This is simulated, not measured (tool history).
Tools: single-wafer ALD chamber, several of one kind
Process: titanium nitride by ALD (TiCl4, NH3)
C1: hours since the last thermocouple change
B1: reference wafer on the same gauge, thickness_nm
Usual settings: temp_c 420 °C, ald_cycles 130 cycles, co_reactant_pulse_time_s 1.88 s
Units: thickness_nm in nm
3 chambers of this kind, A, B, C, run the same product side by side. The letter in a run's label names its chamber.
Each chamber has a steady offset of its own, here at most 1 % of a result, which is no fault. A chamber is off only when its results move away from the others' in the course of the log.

run 1C hour=10.9 | temp_c=420 ald_cycles=130 co_reactant_pulse_time_s=1.88 | C1=526.1 | B1=3.4019 | thickness_nm=2.8762
run 2A hour=17.8 | temp_c=420 ald_cycles=130 co_reactant_pulse_time_s=1.88 | C1=656.6 | B1=3.4002 | thickness_nm=2.8561
run 3B hour=30.7 | temp_c=420 ald_cycles=130 co_reactant_pulse_time_s=1.88 | C1=1526.8 | B1=3.3953 | thickness_nm=2.8846
run 4A hour=41.2 | temp_c=420 ald_cycles=130 co_reactant_pulse_time_s=1.88 | C1=680.0 | B1=3.4048 | thickness_nm=2.8610
run 5B hour=51.0 | temp_c=420 ald_cycles=130 co_reactant_pulse_time_s=1.88 | C1=1547.1 | B1=3.4015 | thickness_nm=2.8369
run 6C hour=61.2 | temp_c=420 ald_cycles=130 co_reactant_pulse_time_s=1.88 | C1=576.4 | B1=3.4017 | thickness_nm=2.9031
run 7B hour=74.8 | temp_c=420 ald_cycles=130 co_reactant_pulse_time_s=1.88 | C1=1570.9 | B1=3.3996 | thickness_nm=2.8241
run 8C hour=80.9 | temp_c=420 ald_cycles=130 co_reactant_pulse_time_s=1.88 | C1=596.1 | B1=3.3976 | thickness_nm=2.9072
run 9A hour=93.7 | temp_c=420 ald_cycles=130 co_reactant_pulse_time_s=1.88 | C1=732.5 | B1=3.3999 | thickness_nm=2.8469
run 10B hour=106.4 | temp_c=430 ald_cycles=105 co_reactant_pulse_time_s=1.88 | C1=1602.5 | B1=3.4008 | thickness_nm=2.3184
run 11A hour=114.4 | temp_c=430 ald_cycles=105 co_reactant_pulse_time_s=1.88 | C1=753.2 | B1=3.4012 | thickness_nm=2.3357
run 12C hour=120.9 | temp_c=430 ald_cycles=105 co_reactant_pulse_time_s=1.88 | C1=636.1 | B1=3.3989 | thickness_nm=2.3238
run 13A hour=127.8 | temp_c=420 ald_cycles=130 co_reactant_pulse_time_s=1.88 | C1=766.6 | B1=3.3972 | thickness_nm=2.8615
run 14B hour=136.4 | temp_c=420 ald_cycles=130 co_reactant_pulse_time_s=1.88 | C1=1632.5 | B1=3.3977 | thickness_nm=2.8623
run 15C hour=145.0 | temp_c=420 ald_cycles=130 co_reactant_pulse_time_s=1.88 | C1=660.2 | B1=3.4057 | thickness_nm=2.9073
run 16B hour=155.8 | temp_c=420 ald_cycles=130 co_reactant_pulse_time_s=1.88 | C1=1651.9 | B1=3.4015 | thickness_nm=2.8298
run 17C hour=169.4 | temp_c=420 ald_cycles=130 co_reactant_pulse_time_s=1.88 | C1=684.6 | B1=3.4025 | thickness_nm=2.8810
run 18A hour=181.0 | temp_c=420 ald_cycles=130 co_reactant_pulse_time_s=2.37 | C1=819.8 | B1=3.4049 | thickness_nm=2.8729
run 19A hour=190.9 | temp_c=420 ald_cycles=130 co_reactant_pulse_time_s=2.37 | C1=829.7 | B1=3.4042 | thickness_nm=2.8574
run 20B hour=200.1 | temp_c=420 ald_cycles=130 co_reactant_pulse_time_s=2.37 | C1=1696.2 | B1=3.3939 | thickness_nm=2.8789
run 21C hour=212.7 | temp_c=420 ald_cycles=122 co_reactant_pulse_time_s=1.88 | C1=727.9 | B1=3.3998 | thickness_nm=2.7105
run 22B hour=224.4 | temp_c=420 ald_cycles=122 co_reactant_pulse_time_s=1.88 | C1=1720.5 | B1=3.4000 | thickness_nm=2.6783
run 23C hour=237.7 | temp_c=420 ald_cycles=122 co_reactant_pulse_time_s=1.88 | C1=752.9 | B1=3.4025 | thickness_nm=2.7275
run 24A hour=248.8 | temp_c=420 ald_cycles=130 co_reactant_pulse_time_s=1.88 | C1=887.6 | B1=3.4019 | thickness_nm=2.8550
run 25A hour=255.0 | temp_c=420 ald_cycles=130 co_reactant_pulse_time_s=1.88 | C1=893.8 | B1=3.4053 | thickness_nm=2.8498
run 26C hour=262.9 | temp_c=420 ald_cycles=130 co_reactant_pulse_time_s=1.88 | C1=778.1 | B1=3.4006 | thickness_nm=2.8673
run 27B hour=270.0 | temp_c=420 ald_cycles=130 co_reactant_pulse_time_s=1.88 | C1=1766.1 | B1=3.4055 | thickness_nm=2.8392
run 28A hour=277.3 | temp_c=420 ald_cycles=130 co_reactant_pulse_time_s=1.88 | C1=916.1 | B1=3.3974 | thickness_nm=2.8817
run 29C hour=288.9 | temp_c=420 ald_cycles=130 co_reactant_pulse_time_s=1.88 | C1=804.1 | B1=3.4000 | thickness_nm=2.9113
run 30B hour=300.9 | temp_c=420 ald_cycles=130 co_reactant_pulse_time_s=1.88 | C1=1797.0 | B1=3.3969 | thickness_nm=2.8645
run 31B hour=313.7 | temp_c=420 ald_cycles=130 co_reactant_pulse_time_s=1.88 | C1=1809.8 | B1=3.4030 | thickness_nm=2.8206

All 3 chambers run these settings next. Forecast each chamber's results:
run 32A hour=323.6 | temp_c=420 ald_cycles=130 co_reactant_pulse_time_s=2.40 | thickness_nm=?
run 32B hour=323.6 | temp_c=420 ald_cycles=130 co_reactant_pulse_time_s=2.40 | thickness_nm=?
run 32C hour=323.6 | temp_c=420 ald_cycles=130 co_reactant_pulse_time_s=2.40 | thickness_nm=?

run=32A thickness_nm=2.8858
run=32B thickness_nm=2.8846
run=32C thickness_nm=2.8994
